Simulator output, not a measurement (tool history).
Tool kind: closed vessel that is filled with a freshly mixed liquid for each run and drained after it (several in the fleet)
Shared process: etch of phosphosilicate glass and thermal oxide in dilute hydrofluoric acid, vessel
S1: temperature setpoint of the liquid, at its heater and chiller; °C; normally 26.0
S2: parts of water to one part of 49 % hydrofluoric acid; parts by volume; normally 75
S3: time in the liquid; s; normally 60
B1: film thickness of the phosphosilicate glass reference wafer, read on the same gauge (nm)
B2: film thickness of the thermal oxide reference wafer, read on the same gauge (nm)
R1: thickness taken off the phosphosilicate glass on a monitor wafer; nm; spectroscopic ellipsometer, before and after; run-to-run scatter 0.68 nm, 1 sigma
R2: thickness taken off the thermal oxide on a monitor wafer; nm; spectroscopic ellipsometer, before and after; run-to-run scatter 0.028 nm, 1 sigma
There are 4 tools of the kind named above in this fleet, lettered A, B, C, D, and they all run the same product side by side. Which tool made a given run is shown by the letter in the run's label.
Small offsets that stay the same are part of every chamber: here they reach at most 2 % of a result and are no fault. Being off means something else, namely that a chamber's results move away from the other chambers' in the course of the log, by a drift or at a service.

| run | hour | S1 | S2 | S3 | B1 | B2 | R1 | R2 |
|---|---|---|---|---|---|---|---|---|
| 1B | 5.1 | 26.0 | 75 | 60 | 129.98 | 140.02 | 91.505 | 4.1737 |
|  | 5.5 | chamber D: hydrofluoric acid flow meter replaced |
| 2C | 9.4 | 26.0 | 75 | 60 | 130.02 | 139.96 | 93.123 | 4.2707 |
| 3A | 15.4 | 26.0 | 75 | 60 | 130.00 | 139.99 | 92.871 | 4.1615 |
| 4D | 19.2 | 26.0 | 75 | 60 | 129.99 | 140.00 | 94.019 | 4.1747 |
| 5D | 25.3 | 26.0 | 75 | 60 | 130.01 | 139.97 | 94.555 | 4.1914 |
| 6B | 31.4 | 26.0 | 75 | 60 | 129.97 | 140.02 | 93.003 | 4.2189 |
| 7A | 37.7 | 26.0 | 75 | 60 | 129.98 | 140.03 | 94.546 | 4.2005 |
| 8C | 40.6 | 26.0 | 75 | 60 | 130.01 | 140.02 | 93.751 | 4.2965 |
| 9B | 44.3 | 26.0 | 75 | 60 | 129.99 | 140.00 | 92.693 | 4.2122 |
| 10D | 48.7 | 26.0 | 75 | 60 | 130.00 | 139.99 | 95.224 | 4.2334 |
| 11A | 52.9 | 26.0 | 75 | 60 | 130.00 | 139.99 | 93.785 | 4.2326 |
| 12C | 56.1 | 26.0 | 75 | 60 | 129.98 | 139.99 | 93.422 | 4.2157 |
| 13D | 59.0 | 26.0 | 75 | 60 | 130.03 | 140.03 | 93.934 | 4.2520 |
| 14A | 62.8 | 26.0 | 75 | 60 | 130.01 | 139.98 | 92.622 | 4.2102 |
| 15B | 67.3 | 26.0 | 75 | 60 | 130.00 | 140.00 | 92.198 | 4.1706 |
| 16C | 72.6 | 26.0 | 75 | 60 | 130.02 | 140.01 | 93.041 | 4.2784 |
| 17A | 76.9 | 26.0 | 75 | 60 | 130.03 | 140.02 | 94.684 | 4.2180 |
| 18D | 81.2 | 26.0 | 75 | 60 | 130.01 | 139.97 | 92.955 | 4.2485 |
| 19C | 85.2 | 26.0 | 75 | 60 | 130.03 | 139.97 | 94.363 | 4.2620 |
| 20B | 90.7 | 26.0 | 75 | 85 | 130.04 | 139.98 | 128.900 | 5.9713 |
| 21B | 96.1 | 26.0 | 75 | 85 | 130.00 | 140.01 | 131.890 | 5.9515 |
| 22D | 102.1 | 26.0 | 75 | 85 | 130.04 | 140.00 | 134.090 | 6.0133 |
| 23C | 108.2 | 26.0 | 75 | 85 | 129.99 | 140.00 | 133.060 | 6.0522 |
| 24A | 112.8 | 26.0 | 75 | 60 | 130.02 | 140.02 | 94.853 | 4.2522 |
| 25D | 116.6 | 26.0 | 75 | 60 | 130.02 | 139.99 | 93.405 | 4.2343 |
| 26B | 120.9 | 26.0 | 75 | 60 | 130.02 | 140.01 | 91.782 | 4.2776 |
| 27A | 125.2 | 22.5 | 75 | 60 | 130.02 | 140.03 | 80.953 | 3.5929 |
| 28C | 128.3 | 22.5 | 75 | 60 | 129.99 | 140.04 | 81.050 | 3.6680 |
| 29D | 133.3 | 22.5 | 75 | 60 | 130.02 | 139.98 | 82.799 | 3.7012 |
|  | 138.2 | chamber C: thermometer replaced |
| 30C | 138.4 | 22.5 | 75 | 60 | 129.98 | 139.98 | 81.337 | 3.6744 |
| 31B | 144.7 | 26.0 | 75 | 60 | 129.99 | 139.99 | 91.732 | 4.1298 |
| 32A | 148.9 | 26.0 | 75 | 60 | 130.00 | 140.01 | 94.548 | 4.1961 |
| 33B | 154.7 | 26.0 | 75 | 60 | 130.02 | 140.00 | 92.861 | 4.2002 |
| 34D | 160.1 | 26.0 | 75 | 60 | 130.02 | 139.99 | 95.848 | 4.2573 |
| 35C | 163.2 | 26.0 | 75 | 60 | 130.00 | 139.98 | 93.344 | 4.3107 |
| 36A | 166.2 | 26.0 | 75 | 60 | 130.01 | 139.96 | 94.785 | 4.2187 |
| 37A | 170.3 | 26.0 | 75 | 75 | 130.02 | 140.00 | 116.910 | 5.2540 |
| 38D | 173.2 | 26.0 | 75 | 75 | 129.98 | 140.00 | 116.990 | 5.2730 |
| 39B | 176.6 | 26.0 | 75 | 75 | 130.01 | 140.00 | 114.900 | 5.3058 |
| 40C | 179.5 | 26.0 | 75 | 75 | 130.00 | 140.01 | 117.260 | 5.3269 |
| 41A | 183.9 | 26.0 | 75 | 60 | 130.02 | 139.99 | 94.136 | 4.2214 |
| 42D | 190.4 | 26.0 | 75 | 60 | 130.00 | 140.03 | 93.930 | 4.2619 |

For the next run the whole fleet of 4 chambers uses the same settings. Give each chamber's results:
| 43A | 195.1 | 23.0 | 75 | 60 |  |  | ? | ? |
| 43B | 195.1 | 23.0 | 75 | 60 |  |  | ? | ? |
| 43C | 195.1 | 23.0 | 75 | 60 |  |  | ? | ? |
| 43D | 195.1 | 23.0 | 75 | 60 |  |  | ? | ? |

| run | R1 | R2 |
|---|---|---|
| 43A | 83.226 | 3.7247 |
| 43B | 82.435 | 3.7307 |
| 43C | 81.818 | 3.7686 |
| 43D | 83.094 | 3.7398 |
